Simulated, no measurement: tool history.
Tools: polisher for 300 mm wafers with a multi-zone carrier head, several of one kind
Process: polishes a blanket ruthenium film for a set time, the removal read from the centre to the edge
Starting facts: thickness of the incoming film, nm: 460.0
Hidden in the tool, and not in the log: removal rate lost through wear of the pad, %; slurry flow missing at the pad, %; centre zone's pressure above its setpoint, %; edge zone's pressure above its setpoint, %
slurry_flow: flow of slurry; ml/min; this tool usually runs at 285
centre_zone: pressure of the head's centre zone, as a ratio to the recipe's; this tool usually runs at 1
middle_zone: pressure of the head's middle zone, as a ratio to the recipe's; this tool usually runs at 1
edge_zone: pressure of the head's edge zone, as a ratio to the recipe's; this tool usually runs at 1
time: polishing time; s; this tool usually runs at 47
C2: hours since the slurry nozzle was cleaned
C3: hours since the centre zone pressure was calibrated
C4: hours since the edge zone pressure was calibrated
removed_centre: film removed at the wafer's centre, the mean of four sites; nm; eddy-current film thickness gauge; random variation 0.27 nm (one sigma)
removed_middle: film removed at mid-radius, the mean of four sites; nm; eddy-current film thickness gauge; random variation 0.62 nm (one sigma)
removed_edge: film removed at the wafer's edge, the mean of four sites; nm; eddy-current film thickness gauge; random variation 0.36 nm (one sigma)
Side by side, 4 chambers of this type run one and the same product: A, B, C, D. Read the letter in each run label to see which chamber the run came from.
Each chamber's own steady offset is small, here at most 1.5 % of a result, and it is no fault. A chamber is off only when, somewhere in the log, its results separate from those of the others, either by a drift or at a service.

run 1A hour=7.3 | slurry_flow=285 centre_zone=1 middle_zone=1 edge_zone=1 time=47 | wafers_polished_on_this_pad=1201 C2=531.9 C3=601.8 C4=348.4 | removed_centre=42.647 removed_middle=40.999 removed_edge=41.511
-- hour=11.9 chamber A: centre zone pressure recalibrated
-- hour=17.4 chamber A: worn pad replaced by a new one
run 2C hour=18.8 | slurry_flow=285 centre_zone=1 middle_zone=1 edge_zone=1 time=47 | wafers_polished_on_this_pad=1066 C2=37.9 C3=281.3 C4=397.1 | removed_centre=42.193 removed_middle=42.545 removed_edge=42.245
-- hour=26.3 chamber C: worn pad replaced by a new one
run 3D hour=26.9 | slurry_flow=285 centre_zone=1 middle_zone=1 edge_zone=1 time=47 | wafers_polished_on_this_pad=710 C2=166.8 C3=685.7 C4=649.9 | removed_centre=42.829 removed_middle=42.593 removed_edge=42.29
run 4B hour=41.6 | slurry_flow=285 centre_zone=1 middle_zone=1 edge_zone=1 time=47 | wafers_polished_on_this_pad=1103 C2=732.2 C3=500.3 C4=509.8 | removed_centre=42.288 removed_middle=42.635 removed_edge=42.188
run 5C hour=52 | slurry_flow=285 centre_zone=1 middle_zone=1 edge_zone=1 time=47 | wafers_polished_on_this_pad=307 C2=71.1 C3=314.5 C4=430.3 | removed_centre=42.231 removed_middle=42.451 removed_edge=41.662
run 6D hour=63.6 | slurry_flow=285 centre_zone=1 middle_zone=1 edge_zone=1 time=47 | wafers_polished_on_this_pad=1147 C2=203.5 C3=722.4 C4=686.6 | removed_centre=42.434 removed_middle=42.829 removed_edge=43.022
-- hour=71.9 chamber B: slurry nozzle cleaned
run 7A hour=75.3 | slurry_flow=285 centre_zone=1 middle_zone=1 edge_zone=1 time=47 | wafers_polished_on_this_pad=689 C2=599.9 C3=63.4 C4=416.4 | removed_centre=42.338 removed_middle=41.766 removed_edge=42.366
-- hour=80.9 chamber D: worn pad replaced by a new one
run 8B hour=85.2 | slurry_flow=285 centre_zone=1 middle_zone=1 edge_zone=1 time=47 | wafers_polished_on_this_pad=1623 C2=13.4 C3=543.9 C4=553.4 | removed_centre=42.418 removed_middle=42.35 removed_edge=41.888
run 9A hour=94.6 | slurry_flow=285 centre_zone=1 middle_zone=1 edge_zone=1 time=47 | wafers_polished_on_this_pad=919 C2=619.2 C3=82.7 C4=435.7 | removed_centre=42.156 removed_middle=41.751 removed_edge=42.486
-- hour=106.6 chamber D: slurry nozzle cleaned
run 10C hour=108.2 | slurry_flow=285 centre_zone=1 middle_zone=0.89 edge_zone=1 time=47 | wafers_polished_on_this_pad=976 C2=127.3 C3=370.7 C4=486.5 | removed_centre=42.086 removed_middle=37.889 removed_edge=42.255
-- hour=112.7 chamber A: worn pad replaced by a new one
run 11D hour=117.8 | slurry_flow=285 centre_zone=1 middle_zone=0.89 edge_zone=1 time=47 | wafers_polished_on_this_pad=439 C2=11.2 C3=776.6 C4=740.8 | removed_centre=43.235 removed_middle=37.192 removed_edge=43.153
-- hour=126.9 chamber C: worn pad replaced by a new one
run 12B hour=132.6 | slurry_flow=285 centre_zone=1 middle_zone=0.89 edge_zone=1 time=47 | wafers_polished_on_this_pad=2187 C2=60.8 C3=591.3 C4=600.8 | removed_centre=42.71 removed_middle=36.96 removed_edge=41.674
-- hour=137.3 chamber D: edge zone pressure recalibrated
run 13C hour=142.6 | slurry_flow=285 centre_zone=1 middle_zone=0.89 edge_zone=1 time=47 | wafers_polished_on_this_pad=187 C2=161.7 C3=405.1 C4=520.9 | removed_centre=42.297 removed_middle=37.293 removed_edge=42.617
run 14A hour=151.3 | slurry_flow=285 centre_zone=1 middle_zone=1 edge_zone=1 time=47 | wafers_polished_on_this_pad=460 C2=675.9 C3=139.4 C4=492.4 | removed_centre=42.557 removed_middle=41.743 removed_edge=41.751
run 15B hour=162.8 | slurry_flow=285 centre_zone=1 middle_zone=1 edge_zone=1 time=47 | wafers_polished_on_this_pad=2546 C2=91 C3=621.5 C4=631 | removed_centre=42.42 removed_middle=40.131 removed_edge=42.079
-- hour=173.9 chamber D: worn pad replaced by a new one
run 16D hour=176.5 | slurry_flow=285 centre_zone=1 middle_zone=1 edge_zone=1 time=47 | wafers_polished_on_this_pad=31 C2=69.9 C3=835.3 C4=39.3 | removed_centre=42.688 removed_middle=42.585 removed_edge=42.934
run 17C hour=189.5 | slurry_flow=285 centre_zone=1 middle_zone=1 edge_zone=1 time=47 | wafers_polished_on_this_pad=745 C2=208.6 C3=452 C4=567.8 | removed_centre=42.919 removed_middle=42.9 removed_edge=42.131
run 18D hour=205.2 | slurry_flow=285 centre_zone=1 middle_zone=1 edge_zone=1 time=47 | wafers_polished_on_this_pad=373 C2=98.6 C3=864 C4=68 | removed_centre=42.795 removed_middle=42.22 removed_edge=42.482
run 19B hour=215.5 | slurry_flow=285 centre_zone=1 middle_zone=1 edge_zone=1 time=47 | wafers_polished_on_this_pad=3174 C2=143.7 C3=674.2 C4=683.7 | removed_centre=41.512 removed_middle=41.2 removed_edge=41.605
-- hour=219.1 chamber C: worn pad replaced by a new one
-- hour=223.3 chamber A: worn pad replaced by a new one
run 20A hour=230.9 | slurry_flow=195 centre_zone=1 middle_zone=1 edge_zone=1 time=47 | wafers_polished_on_this_pad=91 C2=755.5 C3=219 C4=572 | removed_centre=40.515 removed_middle=40.781 removed_edge=41.115
run 21B hour=246.3 | slurry_flow=195 centre_zone=1 middle_zone=1 edge_zone=1 time=47 | wafers_polished_on_this_pad=3541 C2=174.5 C3=705 C4=714.5 | removed_centre=39.41 removed_middle=38.361 removed_edge=39.721
run 22D hour=257.3 | slurry_flow=195 centre_zone=1 middle_zone=1 edge_zone=1 time=47 | wafers_polished_on_this_pad=993 C2=150.7 C3=916.1 C4=120.1 | removed_centre=40.623 removed_middle=40.133 removed_edge=41.446
run 23A hour=267.8 | slurry_flow=195 centre_zone=1 middle_zone=1 edge_zone=1 time=47 | wafers_polished_on_this_pad=530 C2=792.4 C3=255.9 C4=608.9 | removed_centre=40.014 removed_middle=40.698 removed_edge=41.273
-- hour=272.6 chamber D: worn pad replaced by a new one
run 24C hour=280.4 | slurry_flow=285 centre_zone=1 middle_zone=1 edge_zone=1 time=47 | wafers_polished_on_this_pad=730 C2=299.5 C3=542.9 C4=658.7 | removed_centre=41.752 removed_middle=42.817 removed_edge=42.202
run 25C hour=288.8 | slurry_flow=285 centre_zone=1 middle_zone=1 edge_zone=1 time=47 | wafers_polished_on_this_pad=830 C2=307.9 C3=551.3 C4=667.1 | removed_centre=42.617 removed_middle=42.159 removed_edge=42.509
run 26D hour=300.7 | slurry_flow=285 centre_zone=1 middle_zone=0.93 edge_zone=1 time=55 | wafers_polished_on_this_pad=335 C2=194.1 C3=959.5 C4=163.5 | removed_centre=49.096 removed_middle=46.718 removed_edge=50.076
run 27A hour=311.7 | slurry_flow=285 centre_zone=1 middle_zone=0.93 edge_zone=1 time=55 | wafers_polished_on_this_pad=1052 C2=836.3 C3=299.8 C4=652.8 | removed_centre=49.724 removed_middle=45.676 removed_edge=49.751
-- hour=315.6 chamber C: worn pad replaced by a new one
run 28B hour=323.7 | slurry_flow=285 centre_zone=1 middle_zone=0.93 edge_zone=1 time=55 | wafers_polished_on_this_pad=4462 C2=251.9 C3=782.4 C4=791.9 | removed_centre=48.347 removed_middle=43.92 removed_edge=47.743
run 29B hour=332.7 | slurry_flow=285 centre_zone=1 middle_zone=0.93 edge_zone=1 time=55 | wafers_polished_on_this_pad=4569 C2=260.9 C3=791.4 C4=800.9 | removed_centre=47.88 removed_middle=43.697 removed_edge=47.825
-- hour=333.1 chamber A: edge zone pressure recalibrated
-- hour=334.2 chamber A: worn pad replaced by a new one
-- hour=343.5 chamber D: slurry nozzle cleaned
-- hour=345 chamber C: edge zone pressure recalibrated
run 30A hour=347.8 | slurry_flow=285 centre_zone=1 middle_zone=1 edge_zone=1 time=47 | wafers_polished_on_this_pad=162 C2=872.4 C3=335.9 C4=14.8 | removed_centre=42.875 removed_middle=42.428 removed_edge=43.14
-- hour=351.3 chamber B: edge zone pressure recalibrated
run 31D hour=355 | slurry_flow=210 centre_zone=1 middle_zone=1 edge_zone=1 time=34 | wafers_polished_on_this_pad=981 C2=11.6 C3=1013.8 C4=217.8 | removed_centre=29.861 removed_middle=30.201 removed_edge=30.275
run 32C hour=365.3 | slurry_flow=210 centre_zone=1 middle_zone=1 edge_zone=1 time=34 | wafers_polished_on_this_pad=592 C2=384.4 C3=627.8 C4=20.3 | removed_centre=29.309 removed_middle=30.509 removed_edge=29.75
-- hour=370.6 chamber C: slurry nozzle cleaned
-- hour=381.3 chamber D: worn pad replaced by a new one
run 33C hour=381.8 | slurry_flow=210 centre_zone=1 middle_zone=1 edge_zone=1 time=34 | wafers_polished_on_this_pad=789 C2=11.2 C3=644.3 C4=36.8 | removed_centre=29.549 removed_middle=29.959 removed_edge=29.572
run 34D hour=395.7 | slurry_flow=210 centre_zone=1 middle_zone=1 edge_zone=1 time=34 | wafers_polished_on_this_pad=171 C2=52.3 C3=1054.5 C4=258.5 | removed_centre=29.765 removed_middle=29.134 removed_edge=29.85
run 35A hour=406.7 | slurry_flow=285 centre_zone=1 middle_zone=1 edge_zone=1 time=47 | wafers_polished_on_this_pad=864 C2=931.3 C3=394.8 C4=73.7 | removed_centre=42.98 removed_middle=42.734 removed_edge=42.149
run 36B hour=420 | slurry_flow=285 centre_zone=1 middle_zone=1 edge_zone=1 time=47 | wafers_polished_on_this_pad=5609 C2=348.2 C3=878.7 C4=68.8 | removed_centre=40.424 removed_middle=39.432 removed_edge=39.357
-- hour=428.8 chamber C: worn pad replaced by a new one
run 37C hour=429.5 | slurry_flow=285 centre_zone=1 middle_zone=1 edge_zone=1 time=47 | wafers_polished_on_this_pad=9 C2=58.9 C3=692 C4=84.5 | removed_centre=41.854 removed_middle=43.272 removed_edge=42.406
-- hour=431.8 chamber A: worn pad replaced by a new one
-- hour=442 chamber A: slurry nozzle cleaned
run 38D hour=442.7 | slurry_flow=285 centre_zone=1 middle_zone=1 edge_zone=1 time=47 | wafers_polished_on_this_pad=731 C2=99.3 C3=1101.5 C4=305.5 | removed_centre=42.907 removed_middle=42.285 removed_edge=43.058
run 39A hour=458 | slurry_flow=285 centre_zone=1 middle_zone=1 edge_zone=0.95 time=47 | wafers_polished_on_this_pad=312 C2=16.1 C3=446.1 C4=125 | removed_centre=42.606 removed_middle=40.911 removed_edge=41.482
run 40B hour=472.7 | slurry_flow=285 centre_zone=1 middle_zone=1 edge_zone=0.95 time=47 | wafers_polished_on_this_pad=6236 C2=400.9 C3=931.4 C4=121.5 | removed_centre=39.89 removed_middle=40.194 removed_edge=39.103
run 41A hour=484.2 | slurry_flow=285 centre_zone=1 middle_zone=1 edge_zone=0.95 time=47 | wafers_polished_on_this_pad=624 C2=42.3 C3=472.3 C4=151.2 | removed_centre=42.125 removed_middle=40.906 removed_edge=41.456
run 42C hour=493.6 | slurry_flow=285 centre_zone=1 middle_zone=1 edge_zone=0.95 time=47 | wafers_polished_on_this_pad=772 C2=123 C3=756.1 C4=148.6 | removed_centre=42.247 removed_middle=42.795 removed_edge=40.897
-- hour=497.5 chamber D: worn pad replaced by a new one
run 43B hour=509.8 | slurry_flow=285 centre_zone=1 middle_zone=1 edge_zone=1 time=47 | wafers_polished_on_this_pad=6678 C2=438 C3=968.5 C4=158.6 | removed_centre=39.635 removed_middle=40.518 removed_edge=39.542
run 44D hour=525.8 | slurry_flow=255 centre_zone=1 middle_zone=0.93 edge_zone=1 time=47 | wafers_polished_on_this_pad=337 C2=182.4 C3=1184.6 C4=388.6 | removed_centre=41.948 removed_middle=38.5 removed_edge=42.558

All 4 chambers run these settings next. Forecast each chamber's results:
run 45A hour=537.6 | slurry_flow=285 centre_zone=1 middle_zone=1 edge_zone=1 time=47 | removed_centre=? removed_middle=? removed_edge=?
run 45B hour=537.6 | slurry_flow=285 centre_zone=1 middle_zone=1 edge_zone=1 time=47 | removed_centre=? removed_middle=? removed_edge=?
run 45C hour=537.6 | slurry_flow=285 centre_zone=1 middle_zone=1 edge_zone=1 time=47 | removed_centre=? removed_middle=? removed_edge=?
run 45D hour=537.6 | slurry_flow=285 centre_zone=1 middle_zone=1 edge_zone=1 time=47 | removed_centre=? removed_middle=? removed_edge=?

run=45A removed_centre=42.254 removed_middle=42.174 removed_edge=42.549
run=45B removed_centre=39.695 removed_middle=39.433 removed_edge=39.518
run=45C removed_centre=42.718 removed_middle=42.226 removed_edge=42.126
run=45D removed_centre=43.182 removed_middle=42.169 removed_edge=42.612
